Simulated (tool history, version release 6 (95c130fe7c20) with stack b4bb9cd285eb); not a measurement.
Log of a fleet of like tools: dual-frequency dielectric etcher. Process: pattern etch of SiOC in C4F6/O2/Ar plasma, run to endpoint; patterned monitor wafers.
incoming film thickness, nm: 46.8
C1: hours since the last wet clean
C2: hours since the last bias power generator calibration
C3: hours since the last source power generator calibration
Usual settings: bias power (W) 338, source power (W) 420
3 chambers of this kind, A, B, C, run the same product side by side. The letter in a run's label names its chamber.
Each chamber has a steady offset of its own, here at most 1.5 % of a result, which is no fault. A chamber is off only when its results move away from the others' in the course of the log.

Run 1B, hour 4.8: usual settings; C1 427.6; C2 3531.8; C3 293.4. Result: endpoint time (s) 17.771.
At hour 10.1: chamber B: wet clean of the chamber.
Run 2C, hour 10.8: usual settings; C1 340; C2 1844.5; C3 3936.1. Result: endpoint time (s) 17.857.
Run 3A, hour 15.2: usual settings; C1 297.6; C2 1783.7; C3 967.9. Result: endpoint time (s) 18.105.
Run 4C, hour 20.6: usual settings; C1 349.8; C2 1854.3; C3 3945.9. Result: endpoint time (s) 17.811.
Run 5A, hour 26.1: usual settings; C1 308.5; C2 1794.6; C3 978.8. Result: endpoint time (s) 18.024.
Run 6B, hour 32.1: usual settings; C1 22.1; C2 3559.1; C3 320.7. Result: endpoint time (s) 17.893.
Run 7C, hour 35.3: usual settings but bias power (W) 273; C1 364.5; C2 1869; C3 3960.6. Result: endpoint time (s) 19.178.
Run 8A, hour 41.3: usual settings but bias power (W) 273; C1 323.7; C2 1809.8; C3 994. Result: endpoint time (s) 19.365.
Run 9B, hour 47.7: usual settings but bias power (W) 273; C1 37.7; C2 3574.7; C3 336.3. Result: endpoint time (s) 19.103.
At hour 51.7: chamber C: source power generator calibrated.
Run 10C, hour 51.9: usual settings; C1 381.1; C2 1885.6; C3 0.2. Result: endpoint time (s) 17.771.
Run 11A, hour 56.5: usual settings; C1 338.9; C2 1825; C3 1009.2. Result: endpoint time (s) 18.161.
Run 12B, hour 60: usual settings; C1 50; C2 3587; C3 348.6. Result: endpoint time (s) 17.73.
Run 13C, hour 65.2: usual settings; C1 394.4; C2 1898.9; C3 13.5. Result: endpoint time (s) 17.765.
Run 14A, hour 69.3: usual settings but bias power (W) 397; C1 351.7; C2 1837.8; C3 1022. Result: endpoint time (s) 16.928.
Run 15B, hour 74: usual settings but bias power (W) 397; C1 64; C2 3601; C3 362.6. Result: endpoint time (s) 16.697.
Run 16B, hour 79.6: usual settings but bias power (W) 397; C1 69.6; C2 3606.6; C3 368.2. Result: endpoint time (s) 16.782.
Run 17A, hour 82.9: usual settings but bias power (W) 298, source power (W) 480; C1 365.3; C2 1851.4; C3 1035.6. Result: endpoint time (s) 17.891.
Run 18C, hour 85.8: usual settings but bias power (W) 298, source power (W) 480; C1 415; C2 1919.5; C3 34.1. Result: endpoint time (s) 17.645.
Run 19C, hour 90.4: usual settings but bias power (W) 298, source power (W) 480; C1 419.6; C2 1924.1; C3 38.7. Result: endpoint time (s) 17.634.
Run 20A, hour 94.6: usual settings; C1 377; C2 1863.1; C3 1047.3. Result: endpoint time (s) 17.861.
Run 21B, hour 99.9: usual settings; C1 89.9; C2 3626.9; C3 388.5. Result: endpoint time (s) 17.795.
At hour 101.9: chamber A: wet clean of the chamber.
Run 22B, hour 105.7: usual settings; C1 95.7; C2 3632.7; C3 394.3. Result: endpoint time (s) 17.771.
Run 23A, hour 109.4: usual settings but bias power (W) 299, source power (W) 370; C1 7.5; C2 1877.9; C3 1062.1. Result: endpoint time (s) 20.642.
Run 24C, hour 115.7: usual settings but bias power (W) 299, source power (W) 370; C1 444.9; C2 1949.4; C3 64. Result: endpoint time (s) 19.519.
Run 25A, hour 119.7: usual settings but bias power (W) 299, source power (W) 370; C1 17.8; C2 1888.2; C3 1072.4. Result: endpoint time (s) 20.637.
Run 26B, hour 125.8: usual settings; C1 115.8; C2 3652.8; C3 414.4. Result: endpoint time (s) 17.698.
Run 27C, hour 131: usual settings; C1 460.2; C2 1964.7; C3 79.3. Result: endpoint time (s) 17.732.
Run 28C, hour 137.2: usual settings; C1 466.4; C2 1970.9; C3 85.5. Result: endpoint time (s) 17.927.
Run 29B, hour 140.3: usual settings; C1 130.3; C2 3667.3; C3 428.9. Result: endpoint time (s) 17.647.
Run 30A, hour 144.4: usual settings but bias power (W) 284; C1 42.5; C2 1912.9; C3 1097.1. Result: endpoint time (s) 19.876.
Run 31C, hour 147.6: usual settings but bias power (W) 284; C1 476.8; C2 1981.3; C3 95.9. Result: endpoint time (s) 18.791.
Run 32B, hour 150.9: usual settings but bias power (W) 284; C1 140.9; C2 3677.9; C3 439.5. Result: endpoint time (s) 18.927.
Run 33A, hour 154.1: usual settings; C1 52.2; C2 1922.6; C3 1106.8. Result: endpoint time (s) 18.903.
Run 34C, hour 156.9: usual settings; C1 486.1; C2 1990.6; C3 105.2. Result: endpoint time (s) 17.817.
Run 35B, hour 160.8: usual settings; C1 150.8; C2 3687.8; C3 449.4. Result: endpoint time (s) 17.66.
Run 36A, hour 166.7: usual settings; C1 64.8; C2 1935.2; C3 1119.4. Result: endpoint time (s) 18.791.
Run 37A, hour 171: usual settings but bias power (W) 305, source power (W) 510; C1 69.1; C2 1939.5; C3 1123.7. Result: endpoint time (s) 18.185.
Run 38B, hour 175.7: usual settings but bias power (W) 305, source power (W) 510; C1 165.7; C2 3702.7; C3 464.3. Result: endpoint time (s) 17.197.
Run 39C, hour 180.1: usual settings but bias power (W) 305, source power (W) 510; C1 509.3; C2 2013.8; C3 128.4. Result: endpoint time (s) 17.018.
Run 40C, hour 183.7: usual settings; C1 512.9; C2 2017.4; C3 132. Result: endpoint time (s) 17.679.

What goes on in this fleet: one chamber off, a drifting gauge, or nothing beyond the chambers' own small offsets? Name the chamber and the cause, if any.

A service left chamber A off against the others.
Cause: etch rate under this chamber's usual, % = 4.6.

Here are 4 candidates for chamber A's next run, each the usual settings with a change, their results left as question marks. Which one brings its results back in line with what the others give on the usual settings?
In line means no further than this from the other chambers' mean on the usual settings: endpoint time (s) 0.27
Run 41A-1, hour 188.3: usual settings but bias power (W) 367, source power (W) 460. Result: endpoint time (s) ?.
Run 41A-2, hour 188.3: usual settings but bias power (W) 277. Result: endpoint time (s) ?.
Run 41A-3, hour 188.3: usual settings but bias power (W) 220. Result: endpoint time (s) ?.
Run 41A-4, hour 188.3: usual settings but bias power (W) 407, source power (W) 510. Result: endpoint time (s) ?.

The other chambers' mean on the usual settings: endpoint time (s) 17.75
  run  endpoint time (s)
41A-1             17.743
41A-2             20.211
41A-3             21.783
41A-4             16.462
41A-1 brings the chamber back in line.
